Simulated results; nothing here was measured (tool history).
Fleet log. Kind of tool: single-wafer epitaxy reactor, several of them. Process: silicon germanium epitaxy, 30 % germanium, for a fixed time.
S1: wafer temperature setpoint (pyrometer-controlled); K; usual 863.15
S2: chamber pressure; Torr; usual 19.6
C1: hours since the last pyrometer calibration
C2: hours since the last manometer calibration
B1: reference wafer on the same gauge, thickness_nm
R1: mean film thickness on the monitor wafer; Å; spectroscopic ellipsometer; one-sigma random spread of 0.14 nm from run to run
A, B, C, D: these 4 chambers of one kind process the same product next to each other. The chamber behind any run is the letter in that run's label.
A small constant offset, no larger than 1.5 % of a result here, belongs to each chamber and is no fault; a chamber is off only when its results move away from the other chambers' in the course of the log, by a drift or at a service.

{"run": "1C", "hour": 3.2, "S1": 863.15, "S2": 19.6, "C1": 909.6, "C2": 1802.4, "B1": 51.308, "R1": 480.15}
{"run": "2B", "hour": 8.2, "S1": 863.15, "S2": 19.6, "C1": 752.5, "C2": 800.9, "B1": 51.318, "R1": 484.56}
{"run": "3A", "hour": 13.8, "S1": 863.15, "S2": 19.6, "C1": 370.9, "C2": 970.4, "B1": 51.321, "R1": 492.26}
{"run": "4D", "hour": 17.1, "S1": 863.15, "S2": 19.6, "C1": 1898.0, "C2": 2938.6, "B1": 51.304, "R1": 485.24}
{"run": "5C", "hour": 21.2, "S1": 863.15, "S2": 19.6, "C1": 927.6, "C2": 1820.4, "B1": 51.305, "R1": 481.01}
{"run": "6D", "hour": 25.6, "S1": 863.15, "S2": 19.6, "C1": 1906.5, "C2": 2947.1, "B1": 51.301, "R1": 485.08}
{"run": "7A", "hour": 31.5, "S1": 863.15, "S2": 19.6, "C1": 388.6, "C2": 988.1, "B1": 51.33, "R1": 492.56}
{"run": "8B", "hour": 35.1, "S1": 868.15, "S2": 21.5, "C1": 779.4, "C2": 827.8, "B1": 51.328, "R1": 553.65}
{"run": "9A", "hour": 41.2, "S1": 868.15, "S2": 21.5, "C1": 398.3, "C2": 997.8, "B1": 51.312, "R1": 559.94}
{"run": "10D", "hour": 47.2, "S1": 868.15, "S2": 21.5, "C1": 1928.1, "C2": 2968.7, "B1": 51.315, "R1": 554.58}
{"run": "11B", "hour": 51.3, "S1": 868.15, "S2": 21.5, "C1": 795.6, "C2": 844.0, "B1": 51.319, "R1": 552.72}
{"run": "12C", "hour": 56.0, "S1": 863.15, "S2": 19.6, "C1": 962.4, "C2": 1855.2, "B1": 51.293, "R1": 480.07}
{"run": "13A", "hour": 61.3, "S1": 863.15, "S2": 19.6, "C1": 418.4, "C2": 1017.9, "B1": 51.287, "R1": 490.41}
{"run": "14C", "hour": 65.0, "S1": 863.15, "S2": 19.6, "C1": 971.4, "C2": 1864.2, "B1": 51.29, "R1": 479.3}
{"run": "15B", "hour": 70.2, "S1": 872.15, "S2": 17.2, "C1": 814.5, "C2": 862.9, "B1": 51.305, "R1": 543.76}
{"run": "16D", "hour": 73.8, "S1": 872.15, "S2": 17.2, "C1": 1954.7, "C2": 2995.3, "B1": 51.305, "R1": 542.26}
{"run": "17A", "hour": 77.8, "S1": 872.15, "S2": 17.2, "C1": 434.9, "C2": 1034.4, "B1": 51.313, "R1": 550.97}
{"run": "18D", "hour": 83.4, "S1": 872.15, "S2": 17.2, "C1": 1964.3, "C2": 3004.9, "B1": 51.32, "R1": 541.82}
{"run": "19C", "hour": 88.0, "S1": 863.15, "S2": 19.6, "C1": 994.4, "C2": 1887.2, "B1": 51.319, "R1": 478.94}
{"hour": 92.3, "done": "chamber D: pyrometer calibrated"}
{"run": "20B", "hour": 92.9, "S1": 874.15, "S2": 15.1, "C1": 837.2, "C2": 885.6, "B1": 51.303, "R1": 537.91}
{"run": "21A", "hour": 97.7, "S1": 874.15, "S2": 15.1, "C1": 454.8, "C2": 1054.3, "B1": 51.282, "R1": 542.48}
{"run": "22B", "hour": 103.9, "S1": 874.15, "S2": 15.1, "C1": 848.2, "C2": 896.6, "B1": 51.307, "R1": 536.93}
{"run": "23C", "hour": 108.0, "S1": 874.15, "S2": 15.1, "C1": 1014.4, "C2": 1907.2, "B1": 51.313, "R1": 525.33}
{"run": "24D", "hour": 111.8, "S1": 863.15, "S2": 22.5, "C1": 19.6, "C2": 3033.3, "B1": 51.316, "R1": 532.52}
{"run": "25A", "hour": 117.6, "S1": 863.15, "S2": 22.5, "C1": 474.7, "C2": 1074.2, "B1": 51.298, "R1": 516.3}
{"run": "26B", "hour": 123.9, "S1": 863.15, "S2": 22.5, "C1": 868.2, "C2": 916.6, "B1": 51.288, "R1": 510.08}
{"run": "27D", "hour": 128.0, "S1": 863.15, "S2": 22.5, "C1": 35.8, "C2": 3049.5, "B1": 51.335, "R1": 532.39}
{"run": "28C", "hour": 131.9, "S1": 863.15, "S2": 19.6, "C1": 1038.3, "C2": 1931.1, "B1": 51.315, "R1": 480.2}
{"run": "29A", "hour": 138.1, "S1": 855.15, "S2": 17.3, "C1": 495.2, "C2": 1094.7, "B1": 51.316, "R1": 398.6}
{"run": "30D", "hour": 142.5, "S1": 855.15, "S2": 17.3, "C1": 50.3, "C2": 3064.0, "B1": 51.298, "R1": 413.07}
{"run": "31B", "hour": 146.9, "S1": 855.15, "S2": 17.3, "C1": 891.2, "C2": 939.6, "B1": 51.286, "R1": 396.99}
{"run": "32C", "hour": 150.5, "S1": 855.15, "S2": 17.3, "C1": 1056.9, "C2": 1949.7, "B1": 51.313, "R1": 392.19}

All chambers now run identical settings, listed one chamber a line with results as question marks. What results will each chamber show?
{"run": "33A", "hour": 155.4, "S1": 878.15, "S2": 19.6, "R1": "?"}
{"run": "33B", "hour": 155.4, "S1": 878.15, "S2": 19.6, "R1": "?"}
{"run": "33C", "hour": 155.4, "S1": 878.15, "S2": 19.6, "R1": "?"}
{"run": "33D", "hour": 155.4, "S1": 878.15, "S2": 19.6, "R1": "?"}

run=33A R1=649.03
run=33B R1=636.69
run=33C R1=628.64
run=33D R1=664.02

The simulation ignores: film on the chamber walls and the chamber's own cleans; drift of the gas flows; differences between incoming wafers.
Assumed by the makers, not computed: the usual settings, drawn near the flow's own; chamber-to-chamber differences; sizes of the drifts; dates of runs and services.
